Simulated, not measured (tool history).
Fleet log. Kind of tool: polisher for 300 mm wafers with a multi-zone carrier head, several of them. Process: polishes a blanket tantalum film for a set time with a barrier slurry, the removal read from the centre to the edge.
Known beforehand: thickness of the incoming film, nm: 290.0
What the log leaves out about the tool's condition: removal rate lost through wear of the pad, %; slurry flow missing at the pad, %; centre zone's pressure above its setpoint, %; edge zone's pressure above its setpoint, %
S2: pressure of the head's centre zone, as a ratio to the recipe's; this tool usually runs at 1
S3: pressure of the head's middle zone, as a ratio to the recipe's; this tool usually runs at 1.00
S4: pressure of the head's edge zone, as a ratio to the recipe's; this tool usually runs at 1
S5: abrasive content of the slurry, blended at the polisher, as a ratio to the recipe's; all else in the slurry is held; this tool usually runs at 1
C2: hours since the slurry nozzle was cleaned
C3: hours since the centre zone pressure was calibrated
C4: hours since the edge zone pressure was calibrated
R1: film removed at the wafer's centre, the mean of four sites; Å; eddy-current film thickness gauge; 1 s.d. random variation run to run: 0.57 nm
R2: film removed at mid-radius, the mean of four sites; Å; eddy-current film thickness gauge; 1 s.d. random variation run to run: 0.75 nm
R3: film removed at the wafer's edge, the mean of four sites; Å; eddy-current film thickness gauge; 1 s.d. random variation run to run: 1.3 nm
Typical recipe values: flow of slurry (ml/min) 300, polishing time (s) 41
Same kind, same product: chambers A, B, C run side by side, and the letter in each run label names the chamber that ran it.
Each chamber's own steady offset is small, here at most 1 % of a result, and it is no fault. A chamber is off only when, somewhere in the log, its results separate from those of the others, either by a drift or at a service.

run 1B day=0.421 | flow_of_slurry_(ml/min)=300 S2=1 S3=1.00 S4=1 S5=1 polishing_time_(s)=41 | wafers_polished_on_this_pad=877 C2=257.2 C3=680.7 C4=859.1 | R1=847.76 R2=871.64 R3=844.75
-- day=0.667 chamber C: worn pad replaced by a new one
run 2C day=0.729 | flow_of_slurry_(ml/min)=300 S2=1 S3=1.00 S4=1 S5=1 polishing_time_(s)=41 | wafers_polished_on_this_pad=14 C2=78.8 C3=72.8 C4=188.5 | R1=857.89 R2=858.50 R3=864.07
-- day=0.738 chamber B: worn pad replaced by a new one
-- day=0.862 chamber A: worn pad replaced by a new one
run 3A day=1.217 | flow_of_slurry_(ml/min)=300 S2=1 S3=1.00 S4=1 S5=1 polishing_time_(s)=41 | wafers_polished_on_this_pad=83 C2=269.6 C3=40.7 C4=784.0 | R1=870.07 R2=854.54 R3=845.38
-- day=1.388 chamber A: slurry nozzle cleaned
run 4A day=1.492 | flow_of_slurry_(ml/min)=300 S2=1 S3=1.00 S4=1 S5=1 polishing_time_(s)=41 | wafers_polished_on_this_pad=148 C2=2.5 C3=47.3 C4=790.6 | R1=862.46 R2=865.05 R3=852.84
run 5C day=1.821 | flow_of_slurry_(ml/min)=300 S2=1 S3=1.00 S4=1 S5=1 polishing_time_(s)=41 | wafers_polished_on_this_pad=271 C2=105.0 C3=99.0 C4=214.7 | R1=855.94 R2=861.70 R3=849.25
run 6B day=2.362 | flow_of_slurry_(ml/min)=300 S2=1 S3=1.00 S4=1 S5=1 polishing_time_(s)=41 | wafers_polished_on_this_pad=382 C2=303.8 C3=727.3 C4=905.7 | R1=846.37 R2=857.10 R3=877.69
run 7B day=2.662 | flow_of_slurry_(ml/min)=300 S2=1 S3=1.00 S4=1 S5=1 polishing_time_(s)=41 | wafers_polished_on_this_pad=452 C2=311.0 C3=734.5 C4=912.9 | R1=858.45 R2=857.16 R3=866.42
run 8C day=3.167 | flow_of_slurry_(ml/min)=300 S2=1 S3=1.00 S4=1 S5=1 polishing_time_(s)=41 | wafers_polished_on_this_pad=588 C2=137.3 C3=131.3 C4=247.0 | R1=855.27 R2=857.32 R3=844.86
run 9A day=3.562 | flow_of_slurry_(ml/min)=300 S2=1 S3=1.00 S4=1 S5=1 polishing_time_(s)=41 | wafers_polished_on_this_pad=635 C2=52.2 C3=97.0 C4=840.3 | R1=861.86 R2=861.91 R3=852.98
-- day=3.788 chamber A: edge zone pressure recalibrated
run 10A day=4.067 | flow_of_slurry_(ml/min)=300 S2=1 S3=1.00 S4=1 S5=1 polishing_time_(s)=41 | wafers_polished_on_this_pad=753 C2=64.3 C3=109.1 C4=6.8 | R1=856.06 R2=860.69 R3=843.68
-- day=4.267 chamber C: worn pad replaced by a new one
run 11C day=4.425 | flow_of_slurry_(ml/min)=300 S2=1 S3=1.00 S4=1 S5=1 polishing_time_(s)=41 | wafers_polished_on_this_pad=37 C2=167.5 C3=161.5 C4=277.2 | R1=847.03 R2=852.77 R3=861.90
-- day=4.642 chamber B: worn pad replaced by a new one
run 12B day=4.800 | flow_of_slurry_(ml/min)=300 S2=1 S3=1.00 S4=1 S5=1 polishing_time_(s)=41 | wafers_polished_on_this_pad=37 C2=362.3 C3=785.8 C4=964.2 | R1=853.24 R2=857.01 R3=851.38
-- day=4.975 chamber A: worn pad replaced by a new one
run 13B day=5.342 | flow_of_slurry_(ml/min)=300 S2=1 S3=1.00 S4=1 S5=1 polishing_time_(s)=41 | wafers_polished_on_this_pad=164 C2=375.3 C3=798.8 C4=977.2 | R1=849.48 R2=860.58 R3=860.90
run 14A day=5.592 | flow_of_slurry_(ml/min)=300 S2=1 S3=1.00 S4=1 S5=1 polishing_time_(s)=41 | wafers_polished_on_this_pad=145 C2=100.9 C3=145.7 C4=43.4 | R1=862.80 R2=870.37 R3=846.29
run 15C day=5.925 | flow_of_slurry_(ml/min)=300 S2=1 S3=1.00 S4=1 S5=1 polishing_time_(s)=41 | wafers_polished_on_this_pad=390 C2=203.5 C3=197.5 C4=313.2 | R1=844.81 R2=854.39 R3=855.82
run 16A day=6.254 | flow_of_slurry_(ml/min)=300 S2=1 S3=1.00 S4=1 S5=1 polishing_time_(s)=41 | wafers_polished_on_this_pad=301 C2=116.8 C3=161.6 C4=59.3 | R1=864.41 R2=865.14 R3=874.64
run 17B day=6.575 | flow_of_slurry_(ml/min)=300 S2=1 S3=1.00 S4=1 S5=1 polishing_time_(s)=41 | wafers_polished_on_this_pad=454 C2=404.9 C3=828.4 C4=1006.8 | R1=849.68 R2=858.52 R3=859.15
-- day=6.671 chamber C: edge zone pressure recalibrated
run 18C day=6.917 | flow_of_slurry_(ml/min)=300 S2=1 S3=1.00 S4=1 S5=1 polishing_time_(s)=41 | wafers_polished_on_this_pad=623 C2=227.3 C3=221.3 C4=6.0 | R1=847.40 R2=854.29 R3=865.30
run 19B day=7.317 | flow_of_slurry_(ml/min)=300 S2=1 S3=1.00 S4=1 S5=1 polishing_time_(s)=41 | wafers_polished_on_this_pad=629 C2=422.7 C3=846.2 C4=1024.6 | R1=853.34 R2=857.70 R3=890.69
run 20C day=7.675 | flow_of_slurry_(ml/min)=300 S2=1 S3=1.00 S4=1 S5=1 polishing_time_(s)=41 | wafers_polished_on_this_pad=801 C2=245.5 C3=239.5 C4=24.2 | R1=844.44 R2=857.99 R3=860.17
run 21A day=8.000 | flow_of_slurry_(ml/min)=370 S2=1 S3=1.00 S4=1 S5=1 polishing_time_(s)=53 | wafers_polished_on_this_pad=711 C2=158.7 C3=203.5 C4=101.2 | R1=1137.40 R2=1147.10 R3=1118.20
-- day=8.296 chamber B: worn pad replaced by a new one
run 22B day=8.312 | flow_of_slurry_(ml/min)=370 S2=1 S3=1.00 S4=1 S5=1 polishing_time_(s)=53 | wafers_polished_on_this_pad=4 C2=446.6 C3=870.1 C4=1048.5 | R1=1130.80 R2=1123.60 R3=1133.10

Decide between three cases: one chamber stands off from its peers, the gauge reading all wafers drifts, or nothing is wrong past each chamber's small offset. Where a chamber is off, say which and what most likely put it there.

No chamber is off and the gauge is stable; the differences are just each chamber's small, constant offset.
